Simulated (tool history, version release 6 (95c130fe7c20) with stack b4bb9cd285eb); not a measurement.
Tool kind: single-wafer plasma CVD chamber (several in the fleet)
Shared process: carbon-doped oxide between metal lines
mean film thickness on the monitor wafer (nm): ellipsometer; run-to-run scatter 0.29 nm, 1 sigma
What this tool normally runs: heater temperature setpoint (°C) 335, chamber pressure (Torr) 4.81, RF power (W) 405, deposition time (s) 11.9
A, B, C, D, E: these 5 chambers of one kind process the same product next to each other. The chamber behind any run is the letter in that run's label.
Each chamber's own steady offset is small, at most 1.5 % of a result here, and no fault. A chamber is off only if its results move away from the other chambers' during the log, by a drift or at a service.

run   hour  heater temperature setpoint (°C)  chamber pressure (Torr)  RF power (W)  deposition time (s)  hours since the last thermocouple change  hours since the last RF generator calibration  hours since the last manometer calibration  read-back reference wafer on the same gauge, thickness_nm  mean film thickness on the monitor wafer (nm)
       4.3  -- chamber A: thermocouple changed; heater temperature recalibrated
 1B    7.1                               335                     4.81           405                 11.9                                    2040.1                                          266.3                                       795.3                                                     61.356                                         55.585
 2A   10.8                               335                     4.81           405                 11.9                                       6.5                                         1848.4                                      1946.1                                                     61.277                                         55.416
 3C   17.4                               335                     4.81           405                 11.9                                     126.4                                          486.1                                       243.7                                                     61.259                                         55.093
 4D   25.7                               335                     4.81           405                 11.9                                      1508                                            426                                      1363.1                                                     61.303                                          55.94
 5E   32.4                               335                     4.81           405                 11.9                                     517.6                                          330.9                                       921.8                                                     61.289                                          55.58
 6D   36.3                               335                     4.81           405                 11.9                                    1518.6                                          436.6                                      1373.7                                                     61.356                                         56.437
 7B   42.7                               335                     4.81           405                 11.9                                    2075.7                                          301.9                                       830.9                                                     61.323                                         56.209
 8A   46.6                               335                     4.81           405                 11.9                                      42.3                                         1884.2                                      1981.9                                                       61.3                                         55.536
 9E   52.7                               335                     4.03           405                 13.9                                     537.9                                          351.2                                       942.1                                                     61.321                                         62.663
10C   59.1                               335                     4.03           405                 13.9                                     168.1                                          527.8                                       285.4                                                     61.347                                         63.113
11D   64.5                               335                     4.03           405                 13.9                                    1546.8                                          464.8                                      1401.9                                                     61.317                                         63.994
12A   72.3                               335                     4.03           405                 13.9                                        68                                         1909.9                                      2007.6                                                     61.313                                         62.844
13C   78.8                               335                     4.03           405                 13.9                                     187.8                                          547.5                                       305.1                                                     61.307                                         63.611
14E   86.7                               328                     4.81           405                 10.6                                     571.9                                          385.2                                       976.1                                                     61.327                                         50.535
15B   93.2                               328                     4.81           405                 10.6                                    2126.2                                          352.4                                       881.4                                                     61.349                                         50.815
16B   98.6                               328                     4.81           405                 10.6                                    2131.6                                          357.8                                       886.8                                                     61.251                                         51.541
17E  105.5                               328                     4.81           405                 10.6                                     590.7                                            404                                       994.9                                                     61.275                                         50.357
18A  111.9                               328                     4.81           405                 10.6                                     107.6                                         1949.5                                      2047.2                                                     61.396                                         50.869
19C  118.1                               335                     4.81           405                 11.9                                     227.1                                          586.8                                       344.4                                                     61.274                                          54.85
20D    122                               335                     4.81           405                  9.6                                    1604.3                                          522.3                                      1459.4                                                     61.323                                         45.038
21C    129                               335                     4.81           405                  9.6                                       238                                          597.7                                       355.3                                                     61.283                                         44.982
22A  134.6                               335                     4.81           405                  9.6                                     130.3                                         1972.2                                      2069.9                                                     61.259                                         45.281
23D  139.4                               335                     4.81           405                  9.6                                    1621.7                                          539.7                                      1476.8                                                     61.369                                         44.484
24E  146.9                               335                     4.81           405                  9.6                                     632.1                                          445.4                                      1036.3                                                     61.294                                         44.935
25B  152.5                               335                     4.81           405                 11.9                                    2185.5                                          411.7                                       940.7                                                     61.271                                         55.858
26D  159.7                               335                     4.81           405                 11.9                                      1642                                            560                                      1497.1                                                     61.311                                         55.165
27E  164.4                               335                     4.81           405                 11.9                                     649.6                                          462.9                                      1053.8                                                     61.333                                         55.102
28B  169.9                               335                     4.81           405                 11.9                                    2202.9                                          429.1                                       958.1                                                     61.351                                         55.754
29C  178.1                               335                     4.81           405                 11.9                                     287.1                                          646.8                                       404.4                                                     61.253                                         55.202
30A  184.6                               335                     4.81           405                 11.9                                     180.3                                         2022.2                                      2119.9                                                     61.313                                         55.749
31B  190.5                               335                     4.81           405                 11.9                                    2223.5                                          449.7                                       978.7                                                     61.275                                         56.159
32A    198                               335                     4.81           405                 11.9                                     193.7                                         2035.6                                      2133.3                                                     61.269                                         55.609
33C  205.9                               322                     5.41           405                 11.9                                     314.9                                          674.6                                       432.2                                                     61.361                                         58.891
34D  213.7                               322                     5.41           405                 11.9                                      1696                                            614                                      1551.1                                                     61.311                                         57.358
35E  217.8                               322                     5.41           405                 11.9                                       703                                          516.3                                      1107.2                                                     61.288                                         59.096

Has any chamber moved away from the others, gradually or after a service, or does the common gauge drift, or do the chambers differ only by their own small steady offsets? State the chamber and the most likely cause if one applies.

It is chamber D that slowly wanders off from its peers.
What lies behind it: delivered RF power below the setpoint (%) = 6.34.

Chamber D could run next with any of the 4 candidate recipes listed below; each alters the usual settings, and their results appear as question marks. Which one brings its results back in line with what the other chambers deliver on the usual settings?
In-line tolerance around the mean of the other chambers on the usual settings: mean film thickness on the monitor wafer (nm) 1
36D-1  223.8                               334                     4.87           420                 11.9                                                                                                                                                                                                                                              ?
36D-2  223.8                               335                     4.81           390                 11.4                                                                                                                                                                                                                                              ?
36D-3  223.8                               335                     3.54           405                 11.9                                                                                                                                                                                                                                              ?
36D-4  223.8                               335                     4.81           405                 12.7                                                                                                                                                                                                                                              ?

Other chambers, usual settings, mean: mean film thickness on the monitor wafer (nm) 55.461
  run  mean film thickness on the monitor wafer (nm)
36D-1                                         55.079
36D-2                                         49.585
36D-3                                         51.228
36D-4                                         56.806
36D-1 puts the chamber back in line with the other chambers.
